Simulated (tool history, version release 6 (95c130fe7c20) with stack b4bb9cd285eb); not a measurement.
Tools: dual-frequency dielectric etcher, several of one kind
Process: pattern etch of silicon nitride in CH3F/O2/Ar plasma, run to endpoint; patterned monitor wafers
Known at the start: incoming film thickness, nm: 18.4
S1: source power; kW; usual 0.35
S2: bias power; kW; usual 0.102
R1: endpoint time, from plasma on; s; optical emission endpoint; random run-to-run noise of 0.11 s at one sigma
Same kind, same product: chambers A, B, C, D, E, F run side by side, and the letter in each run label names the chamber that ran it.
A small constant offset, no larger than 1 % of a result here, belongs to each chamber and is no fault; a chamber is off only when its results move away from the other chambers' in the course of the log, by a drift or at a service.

| run | day | S1 | S2 | R1 |
|---|---|---|---|---|
| 1A | 0.521 | 0.35 | 0.102 | 24.539 |
| 2C | 1.017 | 0.35 | 0.102 | 24.572 |
| 3F | 1.279 | 0.35 | 0.102 | 24.667 |
| 4D | 1.7 | 0.35 | 0.102 | 24.731 |
|  | 2.171 | chamber E: source power generator calibrated |
| 5E | 2.208 | 0.35 | 0.102 | 24.555 |
| 6B | 2.588 | 0.35 | 0.102 | 24.671 |
| 7B | 2.883 | 0.35 | 0.102 | 24.64 |
|  | 3.104 | chamber A: wet clean of the chamber |
| 8A | 3.212 | 0.42 | 0.077 | 25.521 |
| 9C | 3.462 | 0.42 | 0.077 | 25.52 |
| 10D | 3.767 | 0.42 | 0.077 | 25.85 |
| 11E | 4.058 | 0.42 | 0.077 | 25.338 |
| 12F | 4.529 | 0.42 | 0.077 | 25.589 |
| 13E | 4.9 | 0.42 | 0.077 | 25.168 |
| 14A | 5.388 | 0.35 | 0.102 | 24.514 |
| 15F | 5.783 | 0.31 | 0.102 | 25.891 |
| 16B | 6.204 | 0.31 | 0.102 | 25.971 |
| 17D | 6.492 | 0.31 | 0.102 | 26.197 |
| 18C | 6.738 | 0.31 | 0.102 | 25.552 |
|  | 6.958 | chamber F: wet clean of the chamber |
| 19A | 7.025 | 0.31 | 0.102 | 25.808 |
| 20F | 7.308 | 0.31 | 0.102 | 26.852 |
| 21B | 7.596 | 0.35 | 0.102 | 24.804 |
| 22E | 7.962 | 0.35 | 0.102 | 24.334 |
| 23D | 8.346 | 0.35 | 0.102 | 25.097 |
| 24C | 8.804 | 0.31 | 0.102 | 25.499 |
| 25A | 9.133 | 0.31 | 0.102 | 25.81 |
| 26F | 9.562 | 0.31 | 0.102 | 26.87 |
| 27D | 10.021 | 0.31 | 0.102 | 25.969 |
| 28E | 10.525 | 0.31 | 0.102 | 25.598 |
| 29C | 10.967 | 0.31 | 0.102 | 25.602 |
| 30B | 11.325 | 0.39 | 0.102 | 23.682 |
| 31D | 11.617 | 0.39 | 0.102 | 23.703 |
| 32F | 11.958 | 0.39 | 0.102 | 24.664 |
| 33E | 12.188 | 0.39 | 0.102 | 23.569 |
| 34C | 12.621 | 0.39 | 0.102 | 23.578 |
| 35A | 12.883 | 0.39 | 0.102 | 23.659 |
|  | 13.175 | chamber C: wet clean of the chamber |
| 36B | 13.233 | 0.35 | 0.102 | 24.736 |
| 37E | 13.471 | 0.35 | 0.102 | 24.456 |
| 38D | 13.817 | 0.3 | 0.121 | 24.548 |
| 39C | 14.05 | 0.3 | 0.121 | 24.398 |
| 40A | 14.479 | 0.3 | 0.121 | 24.508 |
| 41F | 14.812 | 0.3 | 0.121 | 25.521 |
| 42B | 15.217 | 0.3 | 0.121 | 24.598 |

Next, all 6 chambers run the settings below, one line each with question marks for the results. What does each chamber give?
| 43A | 15.596 | 0.35 | 0.102 | ? |
| 43B | 15.596 | 0.35 | 0.102 | ? |
| 43C | 15.596 | 0.35 | 0.102 | ? |
| 43D | 15.596 | 0.35 | 0.102 | ? |
| 43E | 15.596 | 0.35 | 0.102 | ? |
| 43F | 15.596 | 0.35 | 0.102 | ? |

| run | R1 |
|---|---|
| 43A | 24.597 |
| 43B | 24.729 |
| 43C | 24.64 |
| 43D | 24.782 |
| 43E | 24.506 |
| 43F | 25.548 |

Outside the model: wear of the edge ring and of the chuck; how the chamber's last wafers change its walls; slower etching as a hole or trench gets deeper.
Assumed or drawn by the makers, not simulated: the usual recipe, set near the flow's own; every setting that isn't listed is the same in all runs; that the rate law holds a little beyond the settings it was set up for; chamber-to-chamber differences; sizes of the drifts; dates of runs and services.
